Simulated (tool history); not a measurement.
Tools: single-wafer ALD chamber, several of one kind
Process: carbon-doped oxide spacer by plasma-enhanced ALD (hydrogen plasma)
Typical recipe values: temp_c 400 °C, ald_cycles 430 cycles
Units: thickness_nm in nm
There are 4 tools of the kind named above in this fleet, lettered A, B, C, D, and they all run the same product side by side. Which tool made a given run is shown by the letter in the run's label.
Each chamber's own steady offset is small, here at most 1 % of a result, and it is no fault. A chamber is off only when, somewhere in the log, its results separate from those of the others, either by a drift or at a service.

run	day	temp_c	ald_cycles	hours since the last thermocouple change	read-back reference wafer on the same gauge, thickness_nm	thickness_nm
1C	0.154	400	430	1198.1	18.899	21.533
2B	0.358	400	430	86.4	18.906	21.374
3D	0.671	400	430	892.9	18.893	21.48
4A	0.879	400	430	2235.7	18.902	21.467
5C	1.183	390	352	1222.8	18.891	17.592
6A	1.383	390	352	2247.8	18.899	17.584
7D	1.562	390	352	914.3	18.907	17.543
8B	1.758	390	352	120	18.907	17.482
9D	2.046	394	356	925.9	18.912	17.71
10B	2.292	394	356	132.8	18.889	17.687
11C	2.625	394	356	1257.4	18.895	17.788
12A	2.783	394	356	2281.4	18.903	17.78
13A	3.108	400	430	2289.2	18.897	21.424
14C	3.346	400	430	1274.7	18.89	21.581
15B	3.575	400	430	163.6	18.904	21.458
16D	3.767	388	430	967.2	18.899	21.322
17D	3.95	388	430	971.6	18.896	21.459
18A	4.125	388	430	2313.6	18.896	21.536
19C	4.362	388	430	1299.1	18.904	21.459
20B	4.683	400	430	190.2	18.907	21.399
21D	4.871	400	430	993.7	18.904	21.467
22A	5.125	400	430	2337.6	18.909	21.409
23C	5.371	400	430	1323.3	18.9	21.439
24B	5.65	400	430	213.4	18.908	21.428
25B	5.892	400	430	219.2	18.909	21.343
26A	6.075	400	430	2360.4	18.902	21.474
27C	6.317	400	430	1346	18.897	21.589
28D	6.558	400	430	1034.2	18.89	21.472
29D	6.883	400	430	1042	18.894	21.338
30A	7.142	400	430	2386	18.883	21.387
31B	7.308	400	430	253.2	18.905	21.363
32C	7.625	400	430	1377.4	18.897	21.506
33C	7.883	400	430	1383.6	18.907	21.581
34A	8.233	411	504	2412.2	18.894	24.323
35B	8.496	411	504	281.7	18.889	24.322
36D	8.838	411	504	1088.9	18.898	24.291
37D	9.042	411	504	1093.8	18.895	24.214
38C	9.279	400	430	1417.1	18.893	21.54
39A	9.504	400	430	2442.7	18.895	21.361

Does one chamber stand apart from the rest, does the shared gauge drift, or is all well apart from small per-chamber offsets? Give the chamber and the most likely cause, where there is one.

The fleet is healthy, with each chamber sitting at its usual small offset and no drift in the gauge.
